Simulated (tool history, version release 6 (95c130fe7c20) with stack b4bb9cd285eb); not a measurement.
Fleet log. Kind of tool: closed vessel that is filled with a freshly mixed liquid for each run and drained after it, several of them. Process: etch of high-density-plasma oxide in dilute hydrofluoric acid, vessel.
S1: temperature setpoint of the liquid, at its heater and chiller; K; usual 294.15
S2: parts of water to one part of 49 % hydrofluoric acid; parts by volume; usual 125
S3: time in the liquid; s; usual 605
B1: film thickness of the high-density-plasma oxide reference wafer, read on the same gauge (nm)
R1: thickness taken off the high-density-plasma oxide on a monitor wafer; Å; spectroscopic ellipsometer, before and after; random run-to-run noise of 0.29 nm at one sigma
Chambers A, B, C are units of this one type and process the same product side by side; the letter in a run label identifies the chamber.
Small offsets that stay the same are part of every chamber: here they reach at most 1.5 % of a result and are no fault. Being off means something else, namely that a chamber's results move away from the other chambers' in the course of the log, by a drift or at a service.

run 1A hour=13.5 | S1=294.15 S2=125 S3=605 | B1=69.990 | R1=364.62
run 2B hour=24.9 | S1=294.15 S2=125 S3=605 | B1=69.970 | R1=364.85
run 3C hour=36.3 | S1=294.15 S2=125 S3=605 | B1=69.953 | R1=362.93
run 4C hour=50.4 | S1=294.15 S2=125 S3=605 | B1=69.981 | R1=358.16
run 5A hour=63.9 | S1=294.15 S2=125 S3=605 | B1=69.967 | R1=361.42
run 6B hour=72.9 | S1=296.65 S2=125 S3=470 | B1=70.012 | R1=308.77
run 7B hour=80.5 | S1=296.65 S2=125 S3=470 | B1=70.029 | R1=312.90
-- hour=84.9 chamber C: thermometer replaced
run 8A hour=90.2 | S1=296.65 S2=125 S3=470 | B1=69.964 | R1=310.34
run 9C hour=103.5 | S1=294.15 S2=125 S3=605 | B1=69.994 | R1=358.01
run 10C hour=110.8 | S1=294.15 S2=125 S3=605 | B1=69.951 | R1=363.88
run 11B hour=118.7 | S1=294.15 S2=125 S3=605 | B1=70.007 | R1=359.05
run 12A hour=129.4 | S1=294.15 S2=125 S3=605 | B1=69.982 | R1=368.76
run 13B hour=138.8 | S1=294.15 S2=125 S3=605 | B1=70.033 | R1=362.96
run 14A hour=149.4 | S1=294.15 S2=125 S3=605 | B1=69.948 | R1=367.16
run 15C hour=160.0 | S1=296.15 S2=125 S3=475 | B1=69.991 | R1=306.15
run 16B hour=167.8 | S1=296.15 S2=125 S3=475 | B1=70.001 | R1=308.34
run 17C hour=181.3 | S1=296.15 S2=125 S3=475 | B1=70.046 | R1=308.92
run 18A hour=191.9 | S1=294.15 S2=125 S3=605 | B1=69.962 | R1=368.42
-- hour=192.3 chamber B: hydrofluoric acid flow meter replaced
run 19B hour=204.7 | S1=294.15 S2=125 S3=605 | B1=69.995 | R1=367.95
run 20A hour=211.9 | S1=294.15 S2=125 S3=605 | B1=69.924 | R1=373.73
run 21C hour=223.6 | S1=294.15 S2=125 S3=745 | B1=69.943 | R1=442.27
run 22C hour=237.5 | S1=294.15 S2=125 S3=745 | B1=69.988 | R1=446.62

Read the log: is a single chamber off, either drifting away or since a service, is the gauge that measures every chamber drifting, or is nothing wrong beyond small per-chamber offsets? Name any odd chamber and what most likely caused it.

Little by little, chamber A moves away from the other chambers.
Likeliest cause: liquid hotter than its thermometer reads (K) = 1.21.
From this log alone, it may not be told apart from: hydrofluoric acid flow above the setpoint (%).

Here are 4 candidates for chamber A's next run, each the usual settings with a change, their results left as question marks. Which one brings its results back in line with what the others give on the usual settings?
Maximum distance from the other chambers' mean on the usual settings for a result to count as in line: R1 10.00 Å
run 23A-1 hour=247.6 | S1=294.15 S2=130 S3=605 | R1=?
run 23A-2 hour=247.6 | S1=294.15 S2=120 S3=635 | R1=?
run 23A-3 hour=247.6 | S1=295.15 S2=125 S3=605 | R1=?
run 23A-4 hour=247.6 | S1=291.65 S2=125 S3=605 | R1=?

What the other chambers average on the usual settings: R1 362.94 Å
run=23A-1 R1=361.89
run=23A-2 R1=416.39
run=23A-3 R1=393.79
run=23A-4 R1=342.39
23A-1 brings the chamber back in line.

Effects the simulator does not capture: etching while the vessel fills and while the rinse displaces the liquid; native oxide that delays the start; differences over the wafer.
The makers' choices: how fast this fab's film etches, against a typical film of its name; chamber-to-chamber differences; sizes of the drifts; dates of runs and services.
